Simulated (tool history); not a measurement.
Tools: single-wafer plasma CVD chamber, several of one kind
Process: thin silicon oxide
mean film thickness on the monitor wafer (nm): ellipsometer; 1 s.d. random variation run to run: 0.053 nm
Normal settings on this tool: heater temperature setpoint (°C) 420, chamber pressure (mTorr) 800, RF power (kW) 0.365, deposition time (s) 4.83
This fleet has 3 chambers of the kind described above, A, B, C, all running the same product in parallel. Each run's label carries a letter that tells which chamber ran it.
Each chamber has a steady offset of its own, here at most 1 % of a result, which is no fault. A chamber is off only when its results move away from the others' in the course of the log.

run	day	heater temperature setpoint (°C)	chamber pressure (mTorr)	RF power (kW)	deposition time (s)	read-back reference wafer on the same gauge, thickness_nm	mean film thickness on the monitor wafer (nm)
1C	0.35	420	800	0.365	4.83	9.0406	9.4809
2B	0.838	420	800	0.365	4.83	9.0593	9.4411
3A	1.142	420	800	0.365	4.83	9.0438	9.4868
4B	1.504	420	800	0.365	4.83	9.0542	9.5002
5A	1.988	420	800	0.365	4.83	9.0649	9.4834
6C	2.467	420	800	0.365	4.83	9.043	9.5045
7C	2.767	420	800	0.365	4.83	9.0557	9.5381
8B	3.246	434	992	0.365	4.83	9.0514	11.232
9A	3.667	434	992	0.365	4.83	9.0477	11.365
10B	3.888	434	992	0.365	4.83	9.0419	11.242
11C	4.283	420	800	0.365	4.83	9.0552	9.6628
12A	4.629	420	800	0.365	4.83	9.0468	9.4866
13A	4.975	420	800	0.365	4.83	9.0465	9.5105
# day 5.038: chamber A: capacitance manometer re-zeroed and calibrated
14C	5.446	420	800	0.365	4.83	9.0373	9.5525
15B	5.75	420	800	0.365	4.83	9.0424	9.4796
16A	6.254	420	800	0.365	4.83	9.0484	10.052
17B	6.729	420	800	0.365	4.83	9.0511	9.4643
18C	7.146	420	800	0.365	4.83	9.0553	9.6121
19A	7.488	420	800	0.365	4.83	9.0495	10.028
20B	7.996	420	800	0.365	4.83	9.0458	9.4787
21C	8.35	420	800	0.365	4.83	9.0488	9.4972
# day 8.388: chamber A: thermocouple changed; heater temperature recalibrated
22C	8.633	420	800	0.365	4.83	9.0597	9.5908
23A	9.138	420	800	0.365	4.83	9.0522	10.012
24B	9.404	420	800	0.365	4.83	9.0664	9.4497
25C	9.746	420	800	0.365	4.83	9.0488	9.5948
26A	10.15	420	800	0.365	4.83	9.0561	10.039
27B	10.371	420	800	0.365	4.83	9.0414	9.4936
28B	10.642	420	800	0.39	5.61	9.0443	11.256
29A	10.9	420	800	0.39	5.61	9.0543	11.895
30C	11.208	420	800	0.39	5.61	9.0599	11.49
31C	11.662	420	800	0.365	4.83	9.0457	9.5031
32A	12.088	420	800	0.365	4.83	9.0522	10.065

Which is it: a chamber that has drifted or been left off by a service, a gauge drift common to all chambers, or only each chamber's usual small offset? If a chamber is off, name it and its likeliest cause.

A service on chamber A put it out of line with the rest.
Likeliest cause: true pressure above the setpoint (%) = 6.88.

Here are 4 candidates for chamber A's next run, each the usual settings with a change, their results left as question marks. Which one brings its results back in line with what the others give on the usual settings?
Counts as in line when no further than this from what the other chambers average on the usual settings: mean film thickness on the monitor wafer (nm) 0.19
33A-1	12.454	420	800	0.365	4.92		?
33A-2	12.454	420	800	0.36	4.59		?
33A-3	12.454	420	828	0.365	4.95		?
33A-4	12.454	420	800	0.365	4.74		?

The other chambers' mean on the usual settings: mean film thickness on the monitor wafer (nm) 9.5089
run	mean film thickness on the monitor wafer (nm)
33A-1	10.269
33A-2	9.5352
33A-3	10.642
33A-4	9.8935
33A-2 puts the chamber back in line with the other chambers.
